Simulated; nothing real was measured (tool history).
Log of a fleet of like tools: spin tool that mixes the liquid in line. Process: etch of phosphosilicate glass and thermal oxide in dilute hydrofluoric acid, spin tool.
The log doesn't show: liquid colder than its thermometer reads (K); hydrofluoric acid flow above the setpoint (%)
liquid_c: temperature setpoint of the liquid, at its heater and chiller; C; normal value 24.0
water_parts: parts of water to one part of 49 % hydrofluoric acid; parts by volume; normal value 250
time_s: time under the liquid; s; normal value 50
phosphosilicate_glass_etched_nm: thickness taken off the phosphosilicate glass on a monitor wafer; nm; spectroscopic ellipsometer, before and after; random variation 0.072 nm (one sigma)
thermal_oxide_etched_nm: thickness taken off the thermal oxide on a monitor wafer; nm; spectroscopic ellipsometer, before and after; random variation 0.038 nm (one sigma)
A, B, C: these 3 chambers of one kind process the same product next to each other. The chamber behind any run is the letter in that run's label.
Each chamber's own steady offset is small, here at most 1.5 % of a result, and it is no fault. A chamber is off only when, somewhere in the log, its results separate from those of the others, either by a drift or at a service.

| run | hour | liquid_c | water_parts | time_s | hours since the thermometer was replaced | hours since the hydrofluoric acid flow meter was replaced | read-back film thickness of the phosphosilicate glass reference wafer, read on the same gauge (nm) | read-back film thickness of the thermal oxide reference wafer, read on the same gauge (nm) | phosphosilicate_glass_etched_nm | thermal_oxide_etched_nm |
|---|---|---|---|---|---|---|---|---|---|---|
| 1C | 7.8 | 24.0 | 250 | 50 | 1900.7 | 1489.4 | 39.984 | 30.006 | 19.368 | 0.76185 |
|  | 11.2 | chamber C: thermometer replaced |
| 2A | 14.8 | 24.0 | 250 | 50 | 616.4 | 595.9 | 39.997 | 29.988 | 19.500 | 0.79839 |
| 3B | 24.8 | 24.0 | 250 | 50 | 1478.4 | 1981.4 | 39.975 | 29.975 | 19.684 | 0.81230 |
| 4B | 32.5 | 24.0 | 250 | 50 | 1486.1 | 1989.1 | 40.042 | 30.011 | 19.629 | 0.82829 |
| 5C | 41.5 | 24.0 | 250 | 50 | 30.3 | 1523.1 | 39.976 | 29.953 | 19.438 | 0.82454 |
| 6A | 49.5 | 28.5 | 355 | 50 | 651.1 | 630.6 | 39.996 | 29.993 | 14.574 | 0.54858 |
| 7C | 59.1 | 28.5 | 355 | 50 | 47.9 | 1540.7 | 40.009 | 29.976 | 14.404 | 0.57171 |
| 8B | 66.0 | 28.5 | 355 | 50 | 1519.6 | 2022.6 | 39.968 | 30.050 | 14.479 | 0.58292 |
| 9A | 75.0 | 24.0 | 250 | 50 | 676.6 | 656.1 | 39.984 | 30.003 | 19.735 | 0.71751 |
| 10A | 82.8 | 24.0 | 250 | 50 | 684.4 | 663.9 | 39.959 | 29.990 | 19.782 | 0.79143 |
| 11B | 89.4 | 24.0 | 250 | 50 | 1543.0 | 2046.0 | 39.950 | 29.978 | 19.588 | 0.83736 |
| 12C | 96.7 | 24.0 | 250 | 50 | 85.5 | 1578.3 | 39.991 | 29.953 | 19.309 | 0.81092 |
| 13C | 105.4 | 24.0 | 250 | 50 | 94.2 | 1587.0 | 39.992 | 30.011 | 19.336 | 0.77401 |
| 14A | 110.6 | 24.0 | 250 | 50 | 712.2 | 691.7 | 40.030 | 30.011 | 19.587 | 0.84369 |
| 15B | 115.5 | 24.0 | 250 | 50 | 1569.1 | 2072.1 | 40.041 | 30.022 | 19.771 | 0.79448 |
|  | 118.9 | chamber B: hydrofluoric acid flow meter replaced |
| 16B | 119.9 | 24.0 | 250 | 50 | 1573.5 | 1.1 | 40.016 | 30.042 | 19.694 | 0.84929 |
| 17A | 128.4 | 24.0 | 250 | 50 | 730.0 | 709.5 | 40.017 | 29.998 | 19.674 | 0.79534 |
| 18C | 133.3 | 24.0 | 250 | 50 | 122.1 | 1614.9 | 40.028 | 29.972 | 19.327 | 0.83416 |
| 19A | 139.1 | 24.0 | 250 | 50 | 740.7 | 720.2 | 40.010 | 29.976 | 19.669 | 0.68882 |
| 20B | 143.5 | 24.0 | 250 | 50 | 1597.1 | 24.7 | 40.017 | 29.988 | 19.520 | 0.79457 |
| 21C | 151.3 | 24.0 | 250 | 50 | 140.1 | 1632.9 | 39.985 | 29.966 | 19.344 | 0.80135 |
| 22C | 161.0 | 26.0 | 250 | 75 | 149.8 | 1642.6 | 39.977 | 29.971 | 31.368 | 1.34750 |
| 23A | 169.1 | 26.0 | 250 | 75 | 770.7 | 750.2 | 39.964 | 29.989 | 31.638 | 1.24000 |
| 24B | 174.2 | 26.0 | 250 | 75 | 1627.8 | 55.4 | 39.999 | 29.986 | 31.662 | 1.30620 |
| 25C | 180.0 | 24.0 | 250 | 50 | 168.8 | 1661.6 | 40.027 | 30.006 | 19.287 | 0.71787 |
| 26B | 186.4 | 24.0 | 250 | 50 | 1640.0 | 67.6 | 40.004 | 30.027 | 19.773 | 0.77878 |
| 27A | 196.1 | 24.0 | 250 | 50 | 797.7 | 777.2 | 39.976 | 29.954 | 19.720 | 0.84043 |
| 28C | 203.2 | 24.0 | 250 | 50 | 192.0 | 1684.8 | 40.022 | 29.987 | 19.596 | 0.78883 |
| 29A | 209.6 | 27.5 | 345 | 50 | 811.2 | 790.7 | 40.015 | 30.048 | 14.540 | 0.63152 |
| 30B | 219.2 | 27.5 | 345 | 50 | 1672.8 | 100.4 | 40.011 | 30.031 | 14.641 | 0.56941 |
| 31A | 224.9 | 27.5 | 345 | 50 | 826.5 | 806.0 | 40.021 | 29.945 | 14.527 | 0.62297 |

Next, every chamber runs the same settings. What will each give?
| 32A | 232.2 | 24.0 | 250 | 50 |  |  |  |  | ? | ? |
| 32B | 232.2 | 24.0 | 250 | 50 |  |  |  |  | ? | ? |
| 32C | 232.2 | 24.0 | 250 | 50 |  |  |  |  | ? | ? |

| run | phosphosilicate_glass_etched_nm | thermal_oxide_etched_nm |
|---|---|---|
| 32A | 19.554 | 0.83459 |
| 32B | 19.747 | 0.74648 |
| 32C | 19.367 | 0.75523 |
